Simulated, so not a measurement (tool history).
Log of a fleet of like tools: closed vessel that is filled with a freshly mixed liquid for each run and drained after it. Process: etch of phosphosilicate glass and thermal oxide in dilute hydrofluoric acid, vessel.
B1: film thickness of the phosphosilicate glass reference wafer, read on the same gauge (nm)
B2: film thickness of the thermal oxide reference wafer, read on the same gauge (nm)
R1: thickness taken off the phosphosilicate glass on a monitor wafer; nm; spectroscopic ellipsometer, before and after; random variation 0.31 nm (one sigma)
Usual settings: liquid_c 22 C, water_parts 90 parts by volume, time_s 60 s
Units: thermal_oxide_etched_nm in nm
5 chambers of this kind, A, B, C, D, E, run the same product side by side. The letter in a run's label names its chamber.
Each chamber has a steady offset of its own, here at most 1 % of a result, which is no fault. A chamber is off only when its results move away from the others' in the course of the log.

At hour 2.8: chamber A: thermometer replaced.
Run 1B, hour 7.6: usual settings; B1 39.977; B2 140.00. Result: R1 37.186 nm, thermal_oxide_etched_nm 2.9964 nm.
Run 2A, hour 22.5: usual settings; B1 40.010; B2 139.93. Result: R1 37.429 nm, thermal_oxide_etched_nm 2.9531 nm.
Run 3D, hour 30.1: usual settings; B1 39.995; B2 139.99. Result: R1 37.617 nm, thermal_oxide_etched_nm 2.9812 nm.
Run 4E, hour 39.4: usual settings; B1 39.969; B2 140.00. Result: R1 37.280 nm, thermal_oxide_etched_nm 2.9986 nm.
At hour 40.9: chamber C: hydrofluoric acid flow meter replaced.
Run 5C, hour 49.6: usual settings; B1 39.997; B2 139.99. Result: R1 37.455 nm, thermal_oxide_etched_nm 2.9690 nm.
Run 6E, hour 57.1: usual settings; B1 39.990; B2 140.01. Result: R1 37.640 nm, thermal_oxide_etched_nm 3.0011 nm.
Run 7D, hour 68.4: usual settings; B1 40.026; B2 139.94. Result: R1 37.519 nm, thermal_oxide_etched_nm 2.9972 nm.
Run 8C, hour 77.4: usual settings; B1 40.012; B2 140.02. Result: R1 37.979 nm, thermal_oxide_etched_nm 2.9567 nm.
Run 9B, hour 86.1: usual settings; B1 40.000; B2 140.03. Result: R1 37.505 nm, thermal_oxide_etched_nm 3.0319 nm.
At hour 89.0: chamber B: thermometer replaced.
Run 10A, hour 100.0: usual settings; B1 40.021; B2 139.98. Result: R1 37.527 nm, thermal_oxide_etched_nm 2.9482 nm.
At hour 101.0: chamber D: thermometer replaced.
Run 11E, hour 113.5: usual settings; B1 40.005; B2 140.05. Result: R1 37.962 nm, thermal_oxide_etched_nm 2.9608 nm.
Run 12D, hour 125.0: usual settings; B1 39.993; B2 140.04. Result: R1 37.745 nm, thermal_oxide_etched_nm 2.9529 nm.
Run 13B, hour 133.4: usual settings; B1 39.991; B2 139.95. Result: R1 37.219 nm, thermal_oxide_etched_nm 3.0019 nm.
Run 14C, hour 142.6: usual settings; B1 40.014; B2 139.98. Result: R1 37.624 nm, thermal_oxide_etched_nm 2.9843 nm.
Run 15A, hour 155.8: usual settings; B1 40.025; B2 139.98. Result: R1 37.866 nm, thermal_oxide_etched_nm 2.9453 nm.
Run 16E, hour 172.3: usual settings; B1 39.991; B2 140.03. Result: R1 37.388 nm, thermal_oxide_etched_nm 2.9732 nm.
Run 17A, hour 183.8: usual settings; B1 40.007; B2 140.04. Result: R1 38.384 nm, thermal_oxide_etched_nm 2.9249 nm.
Run 18D, hour 198.2: usual settings but liquid_c 24 C; B1 39.983; B2 140.00. Result: R1 41.267 nm, thermal_oxide_etched_nm 3.1886 nm.
Run 19B, hour 209.7: usual settings but liquid_c 24 C; B1 39.997; B2 140.01. Result: R1 40.613 nm, thermal_oxide_etched_nm 3.2596 nm.
Run 20C, hour 221.0: usual settings but liquid_c 24 C; B1 40.048; B2 140.03. Result: R1 41.057 nm, thermal_oxide_etched_nm 3.2249 nm.
At hour 222.2: chamber E: hydrofluoric acid flow meter replaced.
Run 21C, hour 234.9: usual settings but liquid_c 24 C; B1 40.007; B2 139.99. Result: R1 40.486 nm, thermal_oxide_etched_nm 3.2258 nm.
Run 22A, hour 247.3: usual settings but liquid_c 24 C; B1 39.981; B2 139.99. Result: R1 40.768 nm, thermal_oxide_etched_nm 3.2208 nm.
Run 23E, hour 257.5: usual settings; B1 40.017; B2 140.04. Result: R1 37.982 nm, thermal_oxide_etched_nm 3.0055 nm.
Run 24B, hour 265.0: usual settings but time_s 40 s; B1 40.008; B2 139.99. Result: R1 24.672 nm, thermal_oxide_etched_nm 1.9821 nm.
Run 25D, hour 275.2: usual settings but time_s 40 s; B1 40.021; B2 139.96. Result: R1 24.774 nm, thermal_oxide_etched_nm 1.9797 nm.
Run 26C, hour 287.5: usual settings but time_s 40 s; B1 40.017; B2 139.96. Result: R1 25.031 nm, thermal_oxide_etched_nm 1.9757 nm.
Run 27A, hour 297.5: usual settings but time_s 40 s; B1 39.986; B2 140.01. Result: R1 25.004 nm, thermal_oxide_etched_nm 1.9427 nm.
Run 28B, hour 304.8: usual settings but time_s 40 s; B1 39.961; B2 140.02. Result: R1 25.002 nm, thermal_oxide_etched_nm 1.9833 nm.
Run 29D, hour 320.6: usual settings; B1 39.967; B2 140.02. Result: R1 37.347 nm, thermal_oxide_etched_nm 2.9679 nm.
Run 30E, hour 335.2: usual settings; B1 39.993; B2 139.98. Result: R1 37.395 nm, thermal_oxide_etched_nm 3.0195 nm.
Run 31A, hour 350.9: usual settings; B1 39.986; B2 140.01. Result: R1 37.783 nm, thermal_oxide_etched_nm 2.9748 nm.
Run 32D, hour 360.5: usual settings; B1 39.993; B2 139.99. Result: R1 37.532 nm, thermal_oxide_etched_nm 2.9970 nm.
Run 33C, hour 370.4: usual settings; B1 39.999; B2 140.06. Result: R1 37.540 nm, thermal_oxide_etched_nm 2.9607 nm.
Run 34E, hour 380.8: usual settings; B1 40.015; B2 140.05. Result: R1 36.773 nm, thermal_oxide_etched_nm 3.0009 nm.
Run 35B, hour 390.9: usual settings; B1 39.962; B2 140.02. Result: R1 36.542 nm, thermal_oxide_etched_nm 3.0036 nm.
Run 36D, hour 401.0: usual settings; B1 40.006; B2 140.00. Result: R1 38.228 nm, thermal_oxide_etched_nm 2.9972 nm.
Run 37C, hour 410.9: usual settings; B1 39.989; B2 140.02. Result: R1 37.521 nm, thermal_oxide_etched_nm 2.9659 nm.

What goes on in this fleet: one chamber off, a drifting gauge, or nothing beyond the chambers' own small offsets? Name the chamber and the cause, if any.

No chamber stands off beyond its own small offset, and the gauge holds steady.
